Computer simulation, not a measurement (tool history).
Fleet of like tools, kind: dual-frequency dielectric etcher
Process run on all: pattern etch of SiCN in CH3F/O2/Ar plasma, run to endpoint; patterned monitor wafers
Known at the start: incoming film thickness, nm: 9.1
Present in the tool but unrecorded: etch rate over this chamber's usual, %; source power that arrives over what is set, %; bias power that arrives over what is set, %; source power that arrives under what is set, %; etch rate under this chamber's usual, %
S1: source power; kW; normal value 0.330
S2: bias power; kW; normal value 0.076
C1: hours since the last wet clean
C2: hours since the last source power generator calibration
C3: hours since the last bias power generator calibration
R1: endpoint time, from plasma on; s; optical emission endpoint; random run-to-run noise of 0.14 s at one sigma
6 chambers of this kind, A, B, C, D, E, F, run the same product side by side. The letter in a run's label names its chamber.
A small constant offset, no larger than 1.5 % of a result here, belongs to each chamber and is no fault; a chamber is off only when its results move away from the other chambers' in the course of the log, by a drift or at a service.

run	day	S1	S2	C1	C2	C3	R1
1F	0.438	0.330	0.076	149.0	3013.5	1124.9	25.586
2C	0.733	0.330	0.076	196.8	580.3	163.3	25.418
# day 0.900: chamber A: bias power generator calibrated
3A	1.175	0.330	0.076	319.4	2209.1	6.7	25.206
4B	1.612	0.330	0.076	375.8	3950.4	1570.5	25.187
# day 1.650: chamber D: wet clean of the chamber
5D	2.050	0.330	0.076	9.6	2465.8	674.7	25.546
6E	2.471	0.330	0.076	139.2	793.1	2365.9	25.556
# day 2.625: chamber B: wet clean of the chamber
7D	2.742	0.330	0.076	26.2	2482.4	691.3	25.593
# day 2.917: chamber F: source power generator calibrated
8C	3.021	0.330	0.076	251.7	635.2	218.2	25.271
9B	3.308	0.330	0.076	16.4	3991.1	1611.2	25.370
10E	3.792	0.330	0.076	170.9	824.8	2397.6	25.812
# day 4.150: chamber A: wet clean of the chamber
11A	4.254	0.330	0.076	2.6	2283.0	80.6	25.507
12F	4.746	0.330	0.076	252.4	44.0	1228.3	25.520
13D	5.083	0.260	0.090	82.4	2538.6	747.5	26.356
14E	5.358	0.260	0.090	208.5	862.4	2435.2	26.400
15A	5.608	0.260	0.090	35.1	2315.5	113.1	26.053
16C	6.012	0.260	0.090	323.5	707.0	290.0	26.152
17B	6.471	0.260	0.090	92.3	4067.0	1687.1	25.875
18F	6.762	0.260	0.090	300.8	92.4	1276.7	26.235
19C	7.317	0.330	0.076	354.8	738.3	321.3	25.782
20F	7.612	0.330	0.076	321.2	112.8	1297.1	25.607
21E	7.879	0.330	0.076	269.0	922.9	2495.7	25.715
22D	8.350	0.330	0.076	160.8	2617.0	825.9	25.665
23A	8.867	0.330	0.076	113.3	2393.7	191.3	25.226
24B	9.125	0.330	0.076	156.0	4130.7	1750.8	25.234
25E	9.425	0.330	0.076	306.1	960.0	2532.8	25.648
26D	9.817	0.330	0.076	196.0	2652.2	861.1	25.927
27A	10.204	0.300	0.084	145.4	2425.8	223.4	25.149
28F	10.738	0.300	0.084	396.2	187.8	1372.1	25.280
29C	11.221	0.300	0.084	448.5	832.0	415.0	25.395
30B	11.529	0.300	0.084	213.7	4188.4	1808.5	25.069
31C	12.096	0.300	0.084	469.5	853.0	436.0	25.372
32E	12.604	0.300	0.084	382.4	1036.3	2609.1	25.891
# day 13.000: chamber B: bias power generator calibrated
33A	13.133	0.330	0.076	215.7	2496.1	293.7	25.135
34D	13.704	0.390	0.070	289.3	2745.5	954.4	24.962
35B	14.192	0.390	0.070	277.6	4252.3	28.6	24.489
36F	14.567	0.390	0.070	488.1	279.7	1464.0	24.556
37D	15.092	0.390	0.070	322.6	2778.8	987.7	24.710
38C	15.454	0.390	0.070	550.1	933.6	516.6	24.658
39E	15.996	0.390	0.070	463.8	1117.7	2690.5	25.498
40A	16.246	0.330	0.076	290.4	2570.8	368.4	25.059
# day 16.729: chamber F: wet clean of the chamber
41B	16.775	0.330	0.076	339.6	4314.3	90.6	25.343
42F	17.229	0.330	0.076	12.0	343.6	1527.9	25.461

Next, every chamber runs the same settings. What will each give?
43A	17.642	0.330	0.076				?
43B	17.642	0.330	0.076				?
43C	17.642	0.330	0.076				?
43D	17.642	0.330	0.076				?
43E	17.642	0.330	0.076				?
43F	17.642	0.330	0.076				?

run	R1
43A	25.086
43B	25.503
43C	25.498
43D	25.540
43E	26.459
43F	25.566
